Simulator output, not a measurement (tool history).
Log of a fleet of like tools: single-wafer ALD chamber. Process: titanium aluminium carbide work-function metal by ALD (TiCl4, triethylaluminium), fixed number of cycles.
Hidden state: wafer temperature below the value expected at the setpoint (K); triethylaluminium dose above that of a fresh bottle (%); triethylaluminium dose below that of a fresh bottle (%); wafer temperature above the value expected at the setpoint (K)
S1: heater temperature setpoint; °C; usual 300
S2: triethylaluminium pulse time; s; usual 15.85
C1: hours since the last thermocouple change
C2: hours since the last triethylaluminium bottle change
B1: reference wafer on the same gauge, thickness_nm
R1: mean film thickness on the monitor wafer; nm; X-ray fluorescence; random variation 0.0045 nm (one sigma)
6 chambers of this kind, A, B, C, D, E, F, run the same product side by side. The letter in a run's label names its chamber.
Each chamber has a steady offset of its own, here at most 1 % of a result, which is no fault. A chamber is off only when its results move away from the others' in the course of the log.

run,hour,S1,S2,C1,C2,B1,R1
1A,7.6,300,15.85,1883.0,411.4,2.4492,2.0544
2B,15.0,300,15.85,1373.2,719.3,2.4498,2.0684
# hour 17.9: chamber B: triethylaluminium bottle replaced
3D,22.6,300,15.85,915.1,378.2,2.4496,2.0481
4C,28.3,300,15.85,521.4,974.1,2.4500,2.0472
5F,33.2,300,15.85,860.0,369.6,2.4499,2.0632
6E,39.5,300,15.85,769.8,415.9,2.4499,2.0486
7D,47.5,300,15.85,940.0,403.1,2.4492,2.0550
8C,54.7,300,15.85,547.8,1000.5,2.4502,2.0477
9B,62.9,300,15.85,1421.1,45.1,2.4496,2.0674
10E,67.7,300,15.85,798.0,444.1,2.4503,2.0437
11F,75.0,300,15.85,901.8,411.4,2.4502,2.0702
# hour 76.4: chamber A: thermocouple changed; heater temperature recalibrated
12A,79.7,300,15.85,3.4,483.5,2.4506,2.0618
13C,87.9,300,20.71,581.0,1033.7,2.4492,2.0486
14A,94.6,300,20.71,18.3,498.4,2.4502,2.0651
15D,100.3,300,20.71,992.8,455.9,2.4491,2.0579
16B,105.1,300,20.71,1463.3,87.3,2.4491,2.0686
17E,109.8,300,20.71,840.1,486.2,2.4515,2.0524
18F,114.5,300,20.71,941.3,450.9,2.4501,2.0668
19D,121.8,300,15.85,1014.3,477.4,2.4506,2.0597
20C,126.3,300,15.85,619.4,1072.1,2.4497,2.0264
21B,134.3,300,15.85,1492.5,116.5,2.4491,2.0604
22F,142.4,300,21.37,969.2,478.8,2.4500,2.0714
23A,150.1,300,21.37,73.8,553.9,2.4513,2.0643
24E,156.3,300,21.37,886.6,532.7,2.4498,2.0583
25C,164.1,300,21.37,657.2,1109.9,2.4503,2.0253
26F,169.5,300,21.37,996.3,505.9,2.4507,2.0805
27A,174.5,300,21.37,98.2,578.3,2.4505,2.0588
28E,182.2,300,15.85,912.5,558.6,2.4495,2.0452
29D,185.9,300,15.85,1078.4,541.5,2.4505,2.0642
30B,191.1,300,15.85,1549.3,173.3,2.4490,2.0650
31F,197.7,300,15.85,1024.5,534.1,2.4497,2.0801
32D,203.2,300,15.85,1095.7,558.8,2.4505,2.0505
33A,207.7,300,15.85,131.4,611.5,2.4500,2.0579
34B,212.2,300,15.85,1570.4,194.4,2.4501,2.0654
35E,219.6,300,15.85,949.9,596.0,2.4502,2.0527
36C,223.7,295,13.02,716.8,1169.5,2.4506,1.9384
37E,229.6,295,13.02,959.9,606.0,2.4516,1.9950
38D,236.9,295,13.02,1129.4,592.5,2.4500,1.9987
39A,243.0,295,13.02,166.7,646.8,2.4505,1.9992
40F,251.3,295,13.02,1078.1,587.7,2.4505,2.0098
41C,259.4,295,13.02,752.5,1205.2,2.4501,1.9309
42B,264.7,313,15.85,1622.9,246.9,2.4497,2.1797

What goes on in this fleet: one chamber off, a drifting gauge, or nothing beyond the chambers' own small offsets? Name the chamber and the cause, if any.

Chamber C drifts away from the others.
Cause: wafer temperature below the value expected at the setpoint (K) = 6.18.
The log may not tell that from: triethylaluminium dose below that of a fresh bottle (%).

Here are 4 candidates for chamber C's next run, each the usual settings with a change, their results left as question marks. Which one brings its results back in line with what the others give on the usual settings?
In line means no further than this from the other chambers' mean on the usual settings: R1 0.0160 nm
43C-1,270.7,308,15.85,,,,?
43C-2,270.7,287,15.85,,,,?
43C-3,270.7,313,16.96,,,,?
43C-4,270.7,293,15.22,,,,?

The other chambers' mean on the usual settings: R1 2.0583 nm
run,R1
43C-1,2.0629
43C-2,1.8797
43C-3,2.1109
43C-4,1.9290
43C-1 brings the chamber back in line.
